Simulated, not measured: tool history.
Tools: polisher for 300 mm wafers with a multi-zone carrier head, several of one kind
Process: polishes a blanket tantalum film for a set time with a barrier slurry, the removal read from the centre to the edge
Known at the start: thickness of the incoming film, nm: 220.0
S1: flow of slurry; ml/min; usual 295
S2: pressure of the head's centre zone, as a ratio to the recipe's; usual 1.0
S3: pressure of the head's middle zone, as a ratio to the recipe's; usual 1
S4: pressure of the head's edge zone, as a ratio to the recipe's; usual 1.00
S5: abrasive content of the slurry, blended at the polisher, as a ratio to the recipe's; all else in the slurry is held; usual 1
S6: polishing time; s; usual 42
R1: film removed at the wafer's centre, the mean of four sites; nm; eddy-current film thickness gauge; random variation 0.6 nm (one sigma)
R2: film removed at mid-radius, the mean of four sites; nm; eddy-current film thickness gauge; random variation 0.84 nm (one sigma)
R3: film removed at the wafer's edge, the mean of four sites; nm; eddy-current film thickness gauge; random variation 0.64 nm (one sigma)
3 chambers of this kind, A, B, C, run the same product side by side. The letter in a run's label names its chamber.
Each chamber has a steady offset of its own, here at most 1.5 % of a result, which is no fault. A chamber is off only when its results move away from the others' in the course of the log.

run 1C hour=10.3 | S1=295 S2=1.0 S3=1 S4=1.00 S5=1 S6=42 | R1=64.144 R2=64.710 R3=64.873
run 2A hour=22.1 | S1=295 S2=1.0 S3=1 S4=1.00 S5=1 S6=42 | R1=64.348 R2=62.377 R3=65.221
-- hour=22.9 chamber B: worn pad replaced by a new one
run 3B hour=34.6 | S1=295 S2=1.0 S3=1 S4=1.00 S5=1 S6=42 | R1=63.927 R2=64.504 R3=65.141
run 4B hour=47.0 | S1=295 S2=1.0 S3=1 S4=1.00 S5=1 S6=42 | R1=65.413 R2=64.141 R3=64.569
run 5A hour=59.7 | S1=295 S2=1.0 S3=1 S4=1.00 S5=1 S6=42 | R1=64.238 R2=63.983 R3=64.541
-- hour=61.0 chamber A: worn pad replaced by a new one
run 6C hour=66.5 | S1=295 S2=1.0 S3=1 S4=1.00 S5=1 S6=42 | R1=63.275 R2=65.432 R3=64.331
run 7B hour=80.3 | S1=295 S2=1.0 S3=1 S4=1.00 S5=1 S6=42 | R1=64.459 R2=64.898 R3=65.411
run 8A hour=94.6 | S1=295 S2=1.0 S3=1 S4=1.00 S5=1 S6=42 | R1=65.632 R2=64.425 R3=65.179
run 9C hour=103.6 | S1=295 S2=1.0 S3=1 S4=1.00 S5=1 S6=42 | R1=62.508 R2=64.770 R3=63.966
-- hour=109.6 chamber B: worn pad replaced by a new one
run 10C hour=117.2 | S1=295 S2=1.0 S3=1 S4=1.00 S5=1 S6=42 | R1=62.875 R2=63.077 R3=62.362
run 11A hour=129.5 | S1=295 S2=1.0 S3=1 S4=1.00 S5=1 S6=42 | R1=64.718 R2=64.195 R3=65.051
run 12B hour=137.3 | S1=375 S2=1.0 S3=1 S4=1.09 S5=1 S6=42 | R1=66.981 R2=64.648 R3=70.031
-- hour=141.3 chamber A: worn pad replaced by a new one
run 13C hour=147.9 | S1=375 S2=1.0 S3=1 S4=1.09 S5=1 S6=42 | R1=64.489 R2=64.503 R3=65.108
run 14B hour=162.3 | S1=375 S2=1.0 S3=1 S4=1.09 S5=1 S6=42 | R1=66.064 R2=66.249 R3=68.069
-- hour=167.9 chamber B: centre zone pressure recalibrated
run 15A hour=171.5 | S1=295 S2=1.0 S3=1 S4=1.00 S5=1 S6=42 | R1=63.531 R2=65.008 R3=64.162
run 16A hour=178.4 | S1=295 S2=1.1 S3=1 S4=1.00 S5=1 S6=51 | R1=86.153 R2=77.131 R3=78.002
run 17C hour=191.8 | S1=295 S2=1.1 S3=1 S4=1.00 S5=1 S6=51 | R1=83.899 R2=72.658 R3=75.374
-- hour=193.0 chamber C: edge zone pressure recalibrated
-- hour=201.5 chamber B: worn pad replaced by a new one
run 18B hour=201.6 | S1=295 S2=1.1 S3=1 S4=1.00 S5=1 S6=51 | R1=88.245 R2=77.924 R3=78.969
-- hour=204.7 chamber A: slurry nozzle cleaned
-- hour=206.7 chamber A: centre zone pressure recalibrated
run 19B hour=209.6 | S1=295 S2=1.0 S3=1 S4=1.00 S5=1 S6=42 | R1=64.918 R2=64.433 R3=65.022
run 20C hour=221.9 | S1=295 S2=1.0 S3=1 S4=1.00 S5=1 S6=42 | R1=60.802 R2=62.399 R3=60.210
run 21A hour=234.6 | S1=295 S2=1.0 S3=1 S4=1.00 S5=1 S6=42 | R1=65.071 R2=64.124 R3=64.145
-- hour=238.4 chamber A: worn pad replaced by a new one
run 22B hour=248.6 | S1=295 S2=1.0 S3=1 S4=1.00 S5=1 S6=42 | R1=65.138 R2=64.307 R3=64.561
run 23A hour=254.9 | S1=295 S2=1.0 S3=1 S4=1.00 S5=1 S6=42 | R1=63.330 R2=63.291 R3=64.797
run 24C hour=263.8 | S1=295 S2=1.0 S3=1 S4=1.00 S5=1 S6=42 | R1=60.362 R2=60.386 R3=59.552
run 25A hour=272.6 | S1=295 S2=1.0 S3=1 S4=1.00 S5=1 S6=42 | R1=64.395 R2=65.325 R3=64.547
run 26B hour=282.3 | S1=295 S2=1.0 S3=1 S4=1.00 S5=1 S6=42 | R1=64.074 R2=64.261 R3=64.614
run 27C hour=289.6 | S1=295 S2=1.0 S3=1 S4=1.00 S5=1 S6=54 | R1=77.668 R2=77.231 R3=77.551
run 28C hour=303.8 | S1=295 S2=1.0 S3=1 S4=1.00 S5=1 S6=54 | R1=75.663 R2=75.368 R3=76.520
run 29A hour=318.1 | S1=295 S2=1.0 S3=1 S4=1.00 S5=1 S6=54 | R1=83.159 R2=84.469 R3=83.774

What goes on in this fleet: one chamber off, a drifting gauge, or nothing beyond the chambers' own small offsets? Name the chamber and the cause, if any.

Chamber C drifts away from the others.
Cause: removal rate lost through wear of the pad, % = 7.7.

Here are 4 candidates for chamber C's next run, each the usual settings with a change, their results left as question marks. Which one brings its results back in line with what the others give on the usual settings?
In line means no further than this from the other chambers' mean on the usual settings: R1 2.100 nm; R2 2.900 nm; R3 2.200 nm
run 30C-1 hour=328.4 | S1=295 S2=1.00 S3=1 S4=1.01 S5=1.00 S6=45 | R1=? R2=? R3=?
run 30C-2 hour=328.4 | S1=295 S2=1.00 S3=1 S4=0.99 S5=1.00 S6=39 | R1=? R2=? R3=?
run 30C-3 hour=328.4 | S1=295 S2=0.99 S3=1 S4=1.01 S5=1.05 S6=47 | R1=? R2=? R3=?
run 30C-4 hour=328.4 | S1=295 S2=1.01 S3=1 S4=0.99 S5=0.95 S6=37 | R1=? R2=? R3=?

The other chambers' mean on the usual settings: R1 63.900 nm; R2 64.028 nm; R3 64.381 nm
run=30C-1 R1=63.697 R2=63.347 R3=64.066
run=30C-2 R1=55.204 R2=54.903 R3=54.943
run=30C-3 R1=66.700 R2=67.077 R3=67.835
run=30C-4 R1=52.169 R2=51.314 R3=51.354
30C-1 brings the chamber back in line.
